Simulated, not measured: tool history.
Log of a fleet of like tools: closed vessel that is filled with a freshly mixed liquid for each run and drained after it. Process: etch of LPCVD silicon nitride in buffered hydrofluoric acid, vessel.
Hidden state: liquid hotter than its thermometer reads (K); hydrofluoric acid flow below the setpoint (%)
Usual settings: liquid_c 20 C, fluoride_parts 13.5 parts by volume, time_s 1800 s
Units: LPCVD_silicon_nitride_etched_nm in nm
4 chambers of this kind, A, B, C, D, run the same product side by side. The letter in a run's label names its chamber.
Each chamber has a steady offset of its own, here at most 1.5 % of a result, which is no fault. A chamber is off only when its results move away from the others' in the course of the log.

run   hour  liquid_c  fluoride_parts  time_s  hours since the thermometer was replaced  hours since the hydrofluoric acid flow meter was replaced  read-back film thickness of the LPCVD silicon nitride reference wafer, read on the same gauge (nm)  LPCVD_silicon_nitride_etched_nm
       7.7  -- chamber C: thermometer replaced
 1A   10.1        20            13.5    1800                                    1688.2                                                       23.9                                                                                              69.995                           17.122
 2D   24.5        20            13.5    1800                                    2072.4                                                      701.4                                                                                               69.98                           16.966
 3B     33        20            13.5    1800                                     544.5                                                        707                                                                                               69.98                           17.405
 4C   40.8        20            13.5    1800                                      33.1                                                     1003.2                                                                                              69.984                           17.023
 5C   53.2        20            13.5    1800                                      45.5                                                     1015.6                                                                                               69.98                           17.105
 6D   66.5        20            13.5    1800                                    2114.4                                                      743.4                                                                                              70.013                           17.065
 7A   73.6      21.5            13.5    1800                                    1751.7                                                       87.4                                                                                              69.986                           18.626
      77.5  -- chamber D: thermometer replaced
 8B   83.2      21.5            13.5    1800                                     594.7                                                      757.2                                                                                              70.002                           18.814
 9A   93.1      21.5            13.5    1800                                    1771.2                                                      106.9                                                                                                  70                           18.676
10C  107.2      21.5            13.5    1800                                      99.5                                                     1069.6                                                                                              70.003                           18.616
11B  121.4        20            13.5    1800                                     632.9                                                      795.4                                                                                              69.998                           17.305
12D  133.5        20            13.5    1800                                      56.1                                                      810.4                                                                                              69.985                           16.916
13D  146.8        20               9    1000                                      69.4                                                      823.7                                                                                              70.031                             13.5
14C  155.4        20               9    1000                                     147.7                                                     1117.8                                                                                              70.011                           13.619
15A  167.5        20               9    1000                                    1845.6                                                      181.3                                                                                              69.989                           13.634
16B    178        20               9    1000                                     689.5                                                        852                                                                                              69.989                           13.949
17D    189        20            13.5    1800                                     111.6                                                      865.9                                                                                              70.003                           16.949
18B  198.6        20            13.5    1800                                     710.1                                                      872.6                                                                                              69.998                           17.572
19A  210.5      22.5            13.5    1190                                    1888.6                                                      224.3                                                                                              70.005                           12.927
20C  218.9      22.5            13.5    1190                                     211.2                                                     1181.3                                                                                              70.011                            13.07
21C  227.8      22.5            13.5    1190                                     220.1                                                     1190.2                                                                                              70.004                            12.99
22A  240.5      22.5            13.5    1190                                    1918.6                                                      254.3                                                                                              70.009                           13.002
23B  252.9        20             8.5    2790                                     764.4                                                      926.9                                                                                                  70                            41.56
24D  268.3        20             8.5    2790                                     190.9                                                      945.2                                                                                               70.01                           39.808
25B  281.4        20             8.5    2790                                     792.9                                                      955.4                                                                                              69.999                           41.571
26C    296        20             8.5    2790                                     288.3                                                     1258.4                                                                                              70.015                           40.568
27D  308.6        20            13.5    1800                                     231.2                                                      985.5                                                                                              70.016                           16.905
28A  318.3        20            13.5    1800                                    1996.4                                                      332.1                                                                                              70.008                           16.981
     318.7  -- chamber D: hydrofluoric acid flow meter replaced
29D  329.1        20            13.5    1800                                     251.7                                                       10.5                                                                                              69.996                           16.861
30A  338.5        20            13.5    1800                                    2016.6                                                      352.3                                                                                              69.981                           17.126
31B  353.5        20            13.5    1800                                       865                                                     1027.5                                                                                              69.981                           17.764
32C  363.7        20            13.5    1800                                       356                                                     1326.1                                                                                              69.965                           17.137
33C  377.2        20            13.5    1800                                     369.5                                                     1339.6                                                                                              69.973                           17.147
34D  392.8        20            13.5    1800                                     315.4                                                       74.2                                                                                              69.989                           16.868
     399.9  -- chamber C: hydrofluoric acid flow meter replaced
35A  407.8        20            13.5    1800                                    2085.9                                                      421.6                                                                                              69.996                           17.155
36B  422.6        20            11.5    1800                                     934.1                                                     1096.6                                                                                              70.005                           20.862
37C  434.8        20            11.5    1800                                     427.1                                                         35                                                                                              69.983                           20.145
38A  441.9        20            11.5    1800                                      2120                                                      455.7                                                                                              70.021                           20.206
39B  448.6        20            11.5    1800                                     960.1                                                     1122.6                                                                                              70.015                           20.854
40D  456.5        20            13.5    1800                                     379.1                                                      137.9                                                                                              70.014                           16.996
41A    468        20            13.5    1800                                    2146.1                                                      481.8                                                                                              70.016                           17.124

All 4 chambers run these settings next. Forecast each chamber's results:
42A  479.3        20            13.5    1800                                                                                                                                                                                                                                         ?
42B  479.3        20            13.5    1800                                                                                                                                                                                                                                         ?
42C  479.3        20            13.5    1800                                                                                                                                                                                                                                         ?
42D  479.3        20            13.5    1800                                                                                                                                                                                                                                         ?

run  LPCVD_silicon_nitride_etched_nm
42A                           17.131
42B                           17.735
42C                           17.178
42D                           17.036
